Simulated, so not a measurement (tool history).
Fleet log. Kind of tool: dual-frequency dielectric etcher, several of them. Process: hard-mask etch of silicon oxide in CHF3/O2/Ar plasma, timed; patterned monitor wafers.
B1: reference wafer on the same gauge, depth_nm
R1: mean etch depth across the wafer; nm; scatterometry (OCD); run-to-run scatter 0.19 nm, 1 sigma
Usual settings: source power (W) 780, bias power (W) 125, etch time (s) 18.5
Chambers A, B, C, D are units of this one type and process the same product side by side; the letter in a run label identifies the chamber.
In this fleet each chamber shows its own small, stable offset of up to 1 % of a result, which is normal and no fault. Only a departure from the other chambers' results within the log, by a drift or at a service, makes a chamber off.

run 1D hour=10.3 | source_power_(W)=780 bias_power_(W)=125 etch_time_(s)=18.5 | B1=34.975 | R1=36.028
run 2B hour=15.9 | source_power_(W)=780 bias_power_(W)=125 etch_time_(s)=18.5 | B1=35.009 | R1=35.75
run 3A hour=23.2 | source_power_(W)=780 bias_power_(W)=125 etch_time_(s)=18.5 | B1=34.985 | R1=36.411
run 4C hour=30 | source_power_(W)=780 bias_power_(W)=125 etch_time_(s)=18.5 | B1=35.029 | R1=35.881
run 5D hour=36.6 | source_power_(W)=780 bias_power_(W)=125 etch_time_(s)=18.5 | B1=35.001 | R1=36.008
run 6B hour=46.2 | source_power_(W)=780 bias_power_(W)=125 etch_time_(s)=18.5 | B1=34.969 | R1=35.79
run 7A hour=56.3 | source_power_(W)=780 bias_power_(W)=125 etch_time_(s)=18.5 | B1=35.012 | R1=36.071
run 8C hour=62.9 | source_power_(W)=780 bias_power_(W)=125 etch_time_(s)=18.5 | B1=34.975 | R1=35.682
run 9A hour=68.4 | source_power_(W)=780 bias_power_(W)=125 etch_time_(s)=18.5 | B1=35.03 | R1=35.906
run 10D hour=75.5 | source_power_(W)=780 bias_power_(W)=125 etch_time_(s)=18.5 | B1=35.032 | R1=35.992
run 11C hour=85.7 | source_power_(W)=780 bias_power_(W)=125 etch_time_(s)=18.5 | B1=35.025 | R1=35.827
run 12B hour=94 | source_power_(W)=780 bias_power_(W)=125 etch_time_(s)=18.5 | B1=34.96 | R1=35.545
run 13B hour=101.1 | source_power_(W)=780 bias_power_(W)=125 etch_time_(s)=18.5 | B1=34.998 | R1=36.048
run 14A hour=108.3 | source_power_(W)=610 bias_power_(W)=125 etch_time_(s)=23 | B1=35.027 | R1=40.859
run 15D hour=116.5 | source_power_(W)=610 bias_power_(W)=125 etch_time_(s)=23 | B1=34.993 | R1=40.299
run 16C hour=125.7 | source_power_(W)=610 bias_power_(W)=125 etch_time_(s)=23 | B1=35.007 | R1=39.911
run 17D hour=134 | source_power_(W)=610 bias_power_(W)=125 etch_time_(s)=23 | B1=34.97 | R1=40.736
run 18B hour=140 | source_power_(W)=780 bias_power_(W)=125 etch_time_(s)=18.5 | B1=35.031 | R1=35.992
-- hour=141.2 chamber C: wet clean of the chamber
-- hour=143.4 chamber D: wet clean of the chamber
run 19A hour=145.2 | source_power_(W)=780 bias_power_(W)=125 etch_time_(s)=18.5 | B1=35.014 | R1=36.067
run 20C hour=153.1 | source_power_(W)=860 bias_power_(W)=110 etch_time_(s)=18.5 | B1=35.029 | R1=35.91
run 21C hour=161.5 | source_power_(W)=860 bias_power_(W)=110 etch_time_(s)=18.5 | B1=34.977 | R1=35.903
run 22B hour=170.6 | source_power_(W)=860 bias_power_(W)=110 etch_time_(s)=18.5 | B1=35.022 | R1=35.719
run 23D hour=175.3 | source_power_(W)=860 bias_power_(W)=110 etch_time_(s)=18.5 | B1=34.999 | R1=36.159
run 24A hour=185.7 | source_power_(W)=660 bias_power_(W)=125 etch_time_(s)=18.5 | B1=35.01 | R1=33.837
run 25A hour=195.3 | source_power_(W)=660 bias_power_(W)=125 etch_time_(s)=18.5 | B1=34.987 | R1=33.878
run 26B hour=200.6 | source_power_(W)=660 bias_power_(W)=125 etch_time_(s)=18.5 | B1=34.987 | R1=33.45
run 27C hour=207.3 | source_power_(W)=660 bias_power_(W)=125 etch_time_(s)=18.5 | B1=35.033 | R1=33.756
run 28D hour=212.7 | source_power_(W)=780 bias_power_(W)=125 etch_time_(s)=18.5 | B1=35.021 | R1=35.524
-- hour=220.5 chamber B: wet clean of the chamber
run 29D hour=223.3 | source_power_(W)=780 bias_power_(W)=125 etch_time_(s)=18.5 | B1=35.042 | R1=36.061
run 30A hour=232.9 | source_power_(W)=780 bias_power_(W)=125 etch_time_(s)=18.5 | B1=34.959 | R1=36.636
run 31C hour=241 | source_power_(W)=780 bias_power_(W)=125 etch_time_(s)=16 | B1=34.996 | R1=30.682
run 32B hour=247.9 | source_power_(W)=780 bias_power_(W)=125 etch_time_(s)=16 | B1=35.026 | R1=31.167
run 33D hour=257 | source_power_(W)=780 bias_power_(W)=125 etch_time_(s)=16 | B1=34.942 | R1=31.255
run 34B hour=263.9 | source_power_(W)=780 bias_power_(W)=125 etch_time_(s)=16 | B1=34.978 | R1=30.859
run 35C hour=269.8 | source_power_(W)=910 bias_power_(W)=125 etch_time_(s)=18.5 | B1=35.014 | R1=38.342
run 36A hour=278.4 | source_power_(W)=910 bias_power_(W)=125 etch_time_(s)=18.5 | B1=34.983 | R1=38.635
run 37C hour=285.6 | source_power_(W)=910 bias_power_(W)=125 etch_time_(s)=18.5 | B1=35.014 | R1=38.113
run 38B hour=291.6 | source_power_(W)=910 bias_power_(W)=125 etch_time_(s)=18.5 | B1=34.999 | R1=38.32
run 39D hour=296.6 | source_power_(W)=700 bias_power_(W)=125 etch_time_(s)=18.5 | B1=34.995 | R1=34.538
run 40A hour=302.7 | source_power_(W)=700 bias_power_(W)=125 etch_time_(s)=18.5 | B1=34.996 | R1=34.989
run 41B hour=309.8 | source_power_(W)=700 bias_power_(W)=125 etch_time_(s)=18.5 | B1=34.983 | R1=34.282
run 42A hour=320 | source_power_(W)=700 bias_power_(W)=125 etch_time_(s)=18.5 | B1=34.966 | R1=34.415
run 43D hour=325.8 | source_power_(W)=780 bias_power_(W)=125 etch_time_(s)=18.5 | B1=35.048 | R1=35.761
run 44C hour=330.9 | source_power_(W)=780 bias_power_(W)=125 etch_time_(s)=18.5 | B1=35.005 | R1=35.934

Each of the 4 chambers runs these same settings next. Fill in every chamber's results:
run 45A hour=338.5 | source_power_(W)=780 bias_power_(W)=150 etch_time_(s)=18.5 | R1=?
run 45B hour=338.5 | source_power_(W)=780 bias_power_(W)=150 etch_time_(s)=18.5 | R1=?
run 45C hour=338.5 | source_power_(W)=780 bias_power_(W)=150 etch_time_(s)=18.5 | R1=?
run 45D hour=338.5 | source_power_(W)=780 bias_power_(W)=150 etch_time_(s)=18.5 | R1=?

run=45A R1=38.086
run=45B R1=38.162
run=45C R1=37.861
run=45D R1=38.163
